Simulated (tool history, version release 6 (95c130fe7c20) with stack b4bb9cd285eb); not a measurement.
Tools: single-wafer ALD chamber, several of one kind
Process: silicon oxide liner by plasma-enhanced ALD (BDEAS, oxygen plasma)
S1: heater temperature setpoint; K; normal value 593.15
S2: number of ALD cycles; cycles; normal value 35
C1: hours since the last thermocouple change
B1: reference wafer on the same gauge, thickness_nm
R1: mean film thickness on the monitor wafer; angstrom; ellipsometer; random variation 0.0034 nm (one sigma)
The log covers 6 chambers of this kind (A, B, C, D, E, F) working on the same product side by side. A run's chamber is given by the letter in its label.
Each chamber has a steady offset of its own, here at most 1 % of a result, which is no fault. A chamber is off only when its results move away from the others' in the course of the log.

run	day	S1	S2	C1	B1	R1
1D	0.283	593.15	35	1143.2	2.7103	31.456
2E	0.9	593.15	35	214.8	2.7106	31.654
3F	1.412	593.15	35	519.5	2.7113	31.575
4B	1.692	593.15	35	352.3	2.7109	31.513
5C	2	593.15	35	517.5	2.7112	31.466
6A	2.533	593.15	35	2734.5	2.7118	31.82
7A	3.038	593.15	35	2746.6	2.7125	31.919
8E	3.442	593.15	35	275.8	2.7119	31.719
9C	3.783	600.15	31	560.3	2.7134	27.618
10D	4.275	600.15	31	1239	2.7134	27.617
11B	4.546	600.15	31	420.8	2.7143	27.633
12F	4.962	600.15	31	604.7	2.7144	27.765
13F	5.258	600.15	31	611.8	2.7135	27.804
14E	5.704	600.15	31	330.1	2.7145	27.85
15A	6.025	593.15	35	2818.3	2.7149	31.873
16D	6.4	593.15	35	1290	2.7156	31.556
17C	6.675	593.15	35	629.7	2.715	31.572
18B	7.067	593.15	35	481.3	2.7149	31.549
19F	7.521	593.15	35	666.1	2.7155	31.689
20B	7.867	593.15	35	500.5	2.7158	31.533
21E	8.154	593.15	35	388.9	2.7163	31.71
22D	8.754	593.15	35	1346.5	2.7168	31.58
23A	9.079	593.15	35	2891.6	2.7178	31.9
24C	9.642	593.15	35	700.9	2.7175	31.561
25F	10.025	599.15	38	726.2	2.7176	34.146
26B	10.479	599.15	38	563.2	2.7178	33.993
27E	10.854	599.15	38	453.7	2.7177	34.182
28D	11.358	599.15	38	1409	2.7185	33.865
29A	11.971	599.15	38	2961	2.7191	34.399
30C	12.446	599.15	38	768.2	2.7193	33.964
31E	12.817	593.15	35	500.8	2.7198	31.816
32D	13.242	593.15	35	1454.2	2.7201	31.543
33A	13.729	593.15	35	3003.2	2.72	31.962
34F	14.067	593.15	35	823.2	2.7214	31.741
35C	14.575	593.15	35	819.3	2.7208	31.657
36B	14.854	593.15	35	668.2	2.7211	31.559
# day 15.362: chamber A: thermocouple changed; heater temperature recalibrated
37A	15.379	593.15	35	0.5	2.7214	31.894

Each of the 6 chambers runs these same settings next. Fill in every chamber's results:
38A	15.825	587.15	35			?
38B	15.825	587.15	35			?
38C	15.825	587.15	35			?
38D	15.825	587.15	35			?
38E	15.825	587.15	35			?
38F	15.825	587.15	35			?

run	R1
38A	32.181
38B	31.853
38C	31.853
38D	31.818
38E	32.008
38F	31.961
